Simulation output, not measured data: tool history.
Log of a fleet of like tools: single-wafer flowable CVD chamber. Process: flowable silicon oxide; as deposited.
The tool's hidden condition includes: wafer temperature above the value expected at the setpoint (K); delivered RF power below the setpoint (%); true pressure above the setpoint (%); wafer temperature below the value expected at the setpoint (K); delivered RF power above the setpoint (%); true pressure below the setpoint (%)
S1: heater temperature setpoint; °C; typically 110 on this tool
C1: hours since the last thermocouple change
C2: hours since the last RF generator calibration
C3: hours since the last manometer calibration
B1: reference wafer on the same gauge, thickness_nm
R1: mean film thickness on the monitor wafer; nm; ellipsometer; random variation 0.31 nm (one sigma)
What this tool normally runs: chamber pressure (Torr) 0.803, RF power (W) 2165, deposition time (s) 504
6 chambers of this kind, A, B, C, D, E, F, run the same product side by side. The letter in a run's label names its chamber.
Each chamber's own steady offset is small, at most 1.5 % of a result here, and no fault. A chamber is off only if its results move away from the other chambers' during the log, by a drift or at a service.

Run 1C, day 0.154: usual settings; C1 231.6; C2 1246.7; C3 566.9; B1 208.06. Result: R1 225.37 nm.
Run 2E, day 0.300: usual settings; C1 1329.7; C2 961.6; C3 794.2; B1 208.15. Result: R1 226.88 nm.
Run 3F, day 0.454: usual settings; C1 613.2; C2 70.7; C3 1321.0; B1 208.11. Result: R1 224.57 nm.
At day 0.488: chamber A: RF generator calibrated.
Run 4B, day 0.650: usual settings; C1 1412.7; C2 2255.5; C3 56.7; B1 208.16. Result: R1 227.31 nm.
Run 5D, day 0.746: usual settings; C1 514.6; C2 293.1; C3 450.0; B1 208.13. Result: R1 225.50 nm.
Run 6A, day 0.858: usual settings but S1 121 °C; C1 40.8; C2 8.9; C3 869.6; B1 208.11. Result: R1 158.99 nm.
Run 7B, day 1.012: usual settings but S1 121 °C; C1 1421.4; C2 2264.2; C3 65.4; B1 208.18. Result: R1 162.26 nm.
Run 8F, day 1.167: usual settings but S1 121 °C; C1 630.3; C2 87.8; C3 1338.1; B1 208.29. Result: R1 161.14 nm.
Run 9E, day 1.338: usual settings but S1 121 °C; C1 1354.6; C2 986.5; C3 819.1; B1 208.34. Result: R1 162.89 nm.
Run 10A, day 1.558: usual settings but S1 121 °C; C1 57.6; C2 25.7; C3 886.4; B1 208.43. Result: R1 159.11 nm.
Run 11D, day 1.725: usual settings but S1 121 °C; C1 538.1; C2 316.6; C3 473.5; B1 208.38. Result: R1 161.96 nm.
Run 12C, day 1.942: usual settings; C1 274.5; C2 1289.6; C3 609.8; B1 208.37. Result: R1 225.09 nm.
Run 13E, day 2.117: usual settings; C1 1373.3; C2 1005.2; C3 837.8; B1 208.46. Result: R1 227.02 nm.
Run 14D, day 2.329: usual settings; C1 552.6; C2 331.1; C3 488.0; B1 208.46. Result: R1 225.90 nm.
Run 15A, day 2.446: usual settings; C1 78.9; C2 47.0; C3 907.7; B1 208.52. Result: R1 223.70 nm.
Run 16F, day 2.542: usual settings; C1 663.3; C2 120.8; C3 1371.1; B1 208.53. Result: R1 225.21 nm.
Run 17C, day 2.725: usual settings but S1 98 °C, chamber pressure (Torr) 0.712; C1 293.3; C2 1308.4; C3 628.6; B1 208.63. Result: R1 285.82 nm.
Run 18B, day 2.896: usual settings but S1 98 °C, chamber pressure (Torr) 0.712; C1 1466.6; C2 2309.4; C3 110.6; B1 208.56. Result: R1 288.64 nm.
At day 2.962: chamber E: capacitance manometer re-zeroed and calibrated.
Run 19B, day 3.042: usual settings but S1 98 °C, chamber pressure (Torr) 0.712; C1 1470.1; C2 2312.9; C3 114.1; B1 208.55. Result: R1 289.81 nm.
Run 20F, day 3.229: usual settings but S1 98 °C, chamber pressure (Torr) 0.712; C1 679.8; C2 137.3; C3 1387.6; B1 208.68. Result: R1 284.46 nm.
Run 21A, day 3.392: usual settings but S1 98 °C, chamber pressure (Torr) 0.712; C1 101.6; C2 69.7; C3 930.4; B1 208.68. Result: R1 284.96 nm.
Run 22C, day 3.508: usual settings but S1 98 °C, chamber pressure (Torr) 0.712; C1 312.1; C2 1327.2; C3 647.4; B1 208.71. Result: R1 286.28 nm.
Run 23E, day 3.683: usual settings; C1 1410.9; C2 1042.8; C3 17.3; B1 208.75. Result: R1 227.80 nm.
Run 24D, day 3.879: usual settings; C1 589.8; C2 368.3; C3 525.2; B1 208.76. Result: R1 226.40 nm.
Run 25A, day 3.992: usual settings; C1 116.0; C2 84.1; C3 944.8; B1 208.74. Result: R1 223.95 nm.
Run 26B, day 4.200: usual settings; C1 1497.9; C2 2340.7; C3 141.9; B1 208.84. Result: R1 227.71 nm.
Run 27D, day 4.388: usual settings; C1 602.0; C2 380.5; C3 537.4; B1 208.84. Result: R1 226.22 nm.
Run 28F, day 4.554: usual settings; C1 711.6; C2 169.1; C3 1419.4; B1 208.98. Result: R1 225.37 nm.
Run 29E, day 4.750: usual settings; C1 1436.5; C2 1068.4; C3 42.9; B1 208.94. Result: R1 228.07 nm.
Run 30C, day 4.888: usual settings; C1 345.2; C2 1360.3; C3 680.5; B1 209.01. Result: R1 226.12 nm.
Run 31F, day 5.088: usual settings; C1 724.4; C2 181.9; C3 1432.2; B1 209.00. Result: R1 226.16 nm.
Run 32C, day 5.267: usual settings; C1 354.3; C2 1369.4; C3 689.6; B1 209.04. Result: R1 226.04 nm.
Run 33D, day 5.421: usual settings; C1 626.8; C2 405.3; C3 562.2; B1 209.02. Result: R1 226.24 nm.
Run 34B, day 5.529: usual settings; C1 1529.8; C2 2372.6; C3 173.8; B1 209.08. Result: R1 228.39 nm.
Run 35A, day 5.667: usual settings; C1 156.2; C2 124.3; C3 985.0; B1 209.16. Result: R1 223.95 nm.
Run 36E, day 5.792: usual settings; C1 1461.5; C2 1093.4; C3 67.9; B1 209.13. Result: R1 227.96 nm.
Run 37B, day 5.896: usual settings; C1 1538.6; C2 2381.4; C3 182.6; B1 209.19. Result: R1 228.22 nm.

All chambers now run identical settings, listed one chamber a line with results as question marks. What results will each chamber show?
Run 38A, day 6.054: usual settings. Result: R1 ?.
Run 38B, day 6.054: usual settings. Result: R1 ?.
Run 38C, day 6.054: usual settings. Result: R1 ?.
Run 38D, day 6.054: usual settings. Result: R1 ?.
Run 38E, day 6.054: usual settings. Result: R1 ?.
Run 38F, day 6.054: usual settings. Result: R1 ?.

run      R1
38A  224.06
38B  228.06
38C  226.52
38D  226.46
38E  228.03
38F  225.83

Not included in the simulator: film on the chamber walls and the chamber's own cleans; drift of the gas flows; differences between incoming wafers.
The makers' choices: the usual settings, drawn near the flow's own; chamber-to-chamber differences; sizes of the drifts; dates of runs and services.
